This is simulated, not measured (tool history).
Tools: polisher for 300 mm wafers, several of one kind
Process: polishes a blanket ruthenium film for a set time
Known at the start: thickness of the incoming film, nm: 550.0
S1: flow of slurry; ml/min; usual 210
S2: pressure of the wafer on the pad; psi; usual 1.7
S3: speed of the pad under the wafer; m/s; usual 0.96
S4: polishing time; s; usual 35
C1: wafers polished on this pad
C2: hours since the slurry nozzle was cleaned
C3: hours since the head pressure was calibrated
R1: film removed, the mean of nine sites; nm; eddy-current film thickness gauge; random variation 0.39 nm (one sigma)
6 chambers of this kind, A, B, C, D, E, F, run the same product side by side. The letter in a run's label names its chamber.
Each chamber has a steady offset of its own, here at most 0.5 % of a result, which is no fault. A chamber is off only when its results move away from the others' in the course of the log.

| run | hour | S1 | S2 | S3 | S4 | C1 | C2 | C3 | R1 |
|---|---|---|---|---|---|---|---|---|---|
| 1A | 9.3 | 210 | 1.7 | 0.96 | 35 | 1041 | 488.9 | 1080.1 | 26.636 |
| 2F | 15.7 | 210 | 1.7 | 0.96 | 35 | 332 | 121.5 | 457.2 | 27.421 |
| 3B | 21.4 | 210 | 1.7 | 0.96 | 35 | 879 | 132.7 | 141.1 | 27.071 |
| 4D | 29.2 | 210 | 1.7 | 0.96 | 35 | 604 | 429.4 | 889.8 | 26.999 |
|  | 30.4 | chamber A: slurry nozzle cleaned |
| 5C | 34.3 | 210 | 1.7 | 0.96 | 35 | 918 | 246.7 | 903.2 | 27.732 |
|  | 36.7 | chamber B: worn pad replaced by a new one |
| 6E | 38.6 | 210 | 1.7 | 0.96 | 35 | 888 | 218.9 | 868.2 | 27.341 |
| 7F | 44.5 | 210 | 1.7 | 0.96 | 35 | 567 | 150.3 | 486.0 | 27.282 |
|  | 52.4 | chamber A: worn pad replaced by a new one |
| 8A | 53.1 | 210 | 1.7 | 0.96 | 35 | 6 | 22.8 | 1123.9 | 27.448 |
| 9C | 60.8 | 210 | 1.7 | 0.96 | 35 | 1134 | 273.2 | 929.7 | 26.600 |
| 10E | 64.9 | 210 | 1.7 | 0.96 | 35 | 1103 | 245.2 | 894.5 | 27.022 |
|  | 68.2 | chamber C: worn pad replaced by a new one |
| 11B | 72.9 | 210 | 1.7 | 0.96 | 35 | 296 | 184.2 | 192.6 | 27.461 |
|  | 75.1 | chamber D: slurry nozzle cleaned |
|  | 75.7 | chamber E: worn pad replaced by a new one |
| 12D | 80.6 | 210 | 1.7 | 0.96 | 35 | 1024 | 5.6 | 941.2 | 26.955 |
| 13C | 88.8 | 210 | 1.7 | 0.96 | 35 | 168 | 301.2 | 957.7 | 28.638 |
| 14E | 95.5 | 210 | 1.7 | 0.96 | 35 | 162 | 275.8 | 925.1 | 27.729 |
|  | 99.3 | chamber D: worn pad replaced by a new one |
| 15D | 103.7 | 210 | 1.7 | 0.96 | 35 | 36 | 28.7 | 964.3 | 27.418 |
| 16B | 110.9 | 210 | 1.7 | 0.96 | 35 | 606 | 222.2 | 230.6 | 26.506 |
| 17F | 116.3 | 210 | 1.7 | 0.96 | 35 | 1155 | 222.1 | 557.8 | 26.886 |
| 18A | 124.7 | 210 | 1.7 | 0.96 | 35 | 591 | 94.4 | 1195.5 | 26.807 |
| 19D | 129.0 | 210 | 1.7 | 0.96 | 35 | 243 | 54.0 | 989.6 | 26.554 |
| 20A | 134.6 | 210 | 1.7 | 0.96 | 35 | 672 | 104.3 | 1205.4 | 26.167 |
| 21E | 140.0 | 210 | 1.7 | 0.96 | 35 | 526 | 320.3 | 969.6 | 27.497 |
|  | 144.4 | chamber E: head pressure recalibrated |
|  | 146.8 | chamber B: worn pad replaced by a new one |
| 22F | 148.7 | 210 | 1.7 | 0.96 | 35 | 1420 | 254.5 | 590.2 | 27.271 |
| 23B | 157.7 | 210 | 1.7 | 0.96 | 35 | 89 | 269.0 | 277.4 | 26.733 |
|  | 161.9 | chamber A: head pressure recalibrated |
|  | 163.5 | chamber F: worn pad replaced by a new one |
| 24C | 166.4 | 210 | 1.7 | 0.96 | 35 | 803 | 378.8 | 1035.3 | 27.897 |
| 25B | 170.6 | 210 | 1.7 | 0.96 | 35 | 194 | 281.9 | 290.3 | 26.447 |
| 26F | 179.3 | 210 | 1.7 | 0.96 | 35 | 129 | 285.1 | 620.8 | 27.426 |
|  | 182.0 | chamber F: slurry nozzle cleaned |
| 27A | 185.5 | 210 | 1.7 | 0.96 | 35 | 1089 | 155.2 | 23.6 | 27.101 |
| 28E | 192.0 | 210 | 1.7 | 0.96 | 35 | 951 | 372.3 | 47.6 | 27.255 |
| 29C | 198.1 | 210 | 1.7 | 0.96 | 35 | 1062 | 410.5 | 1067.0 | 28.095 |
| 30D | 202.4 | 210 | 1.7 | 0.96 | 35 | 843 | 127.4 | 1063.0 | 26.894 |
|  | 206.4 | chamber E: worn pad replaced by a new one |
| 31D | 207.2 | 210 | 1.7 | 0.96 | 35 | 882 | 132.2 | 1067.8 | 26.667 |
| 32B | 213.2 | 210 | 1.7 | 0.96 | 35 | 543 | 324.5 | 332.9 | 26.009 |
| 33E | 221.9 | 210 | 1.7 | 0.96 | 35 | 126 | 402.2 | 77.5 | 26.765 |
|  | 225.8 | chamber A: worn pad replaced by a new one |
| 34F | 227.6 | 210 | 1.7 | 0.96 | 35 | 524 | 45.6 | 669.1 | 26.721 |
| 35A | 232.1 | 210 | 1.7 | 0.96 | 35 | 52 | 201.8 | 70.2 | 26.646 |
| 36C | 241.1 | 210 | 1.7 | 0.96 | 35 | 1414 | 453.5 | 1110.0 | 27.155 |
| 37F | 248.9 | 210 | 1.7 | 1.10 | 35 | 698 | 66.9 | 690.4 | 30.381 |
| 38C | 255.9 | 210 | 1.7 | 1.10 | 35 | 1535 | 468.3 | 1124.8 | 31.096 |
|  | 256.0 | chamber D: worn pad replaced by a new one |
| 39A | 264.8 | 210 | 1.7 | 1.10 | 35 | 319 | 234.5 | 102.9 | 30.470 |
| 40D | 270.7 | 210 | 1.7 | 1.10 | 35 | 120 | 195.7 | 1131.3 | 31.321 |

All 6 chambers run these settings next. Forecast each chamber's results:
| 41A | 277.5 | 210 | 2.0 | 0.96 | 35 |  |  |  | ? |
| 41B | 277.5 | 210 | 2.0 | 0.96 | 35 |  |  |  | ? |
| 41C | 277.5 | 210 | 2.0 | 0.96 | 35 |  |  |  | ? |
| 41D | 277.5 | 210 | 2.0 | 0.96 | 35 |  |  |  | ? |
| 41E | 277.5 | 210 | 2.0 | 0.96 | 35 |  |  |  | ? |
| 41F | 277.5 | 210 | 2.0 | 0.96 | 35 |  |  |  | ? |

| run | R1 |
|---|---|
| 41A | 31.276 |
| 41B | 28.508 |
| 41C | 32.064 |
| 41D | 31.455 |
| 41E | 32.234 |
| 41F | 31.360 |
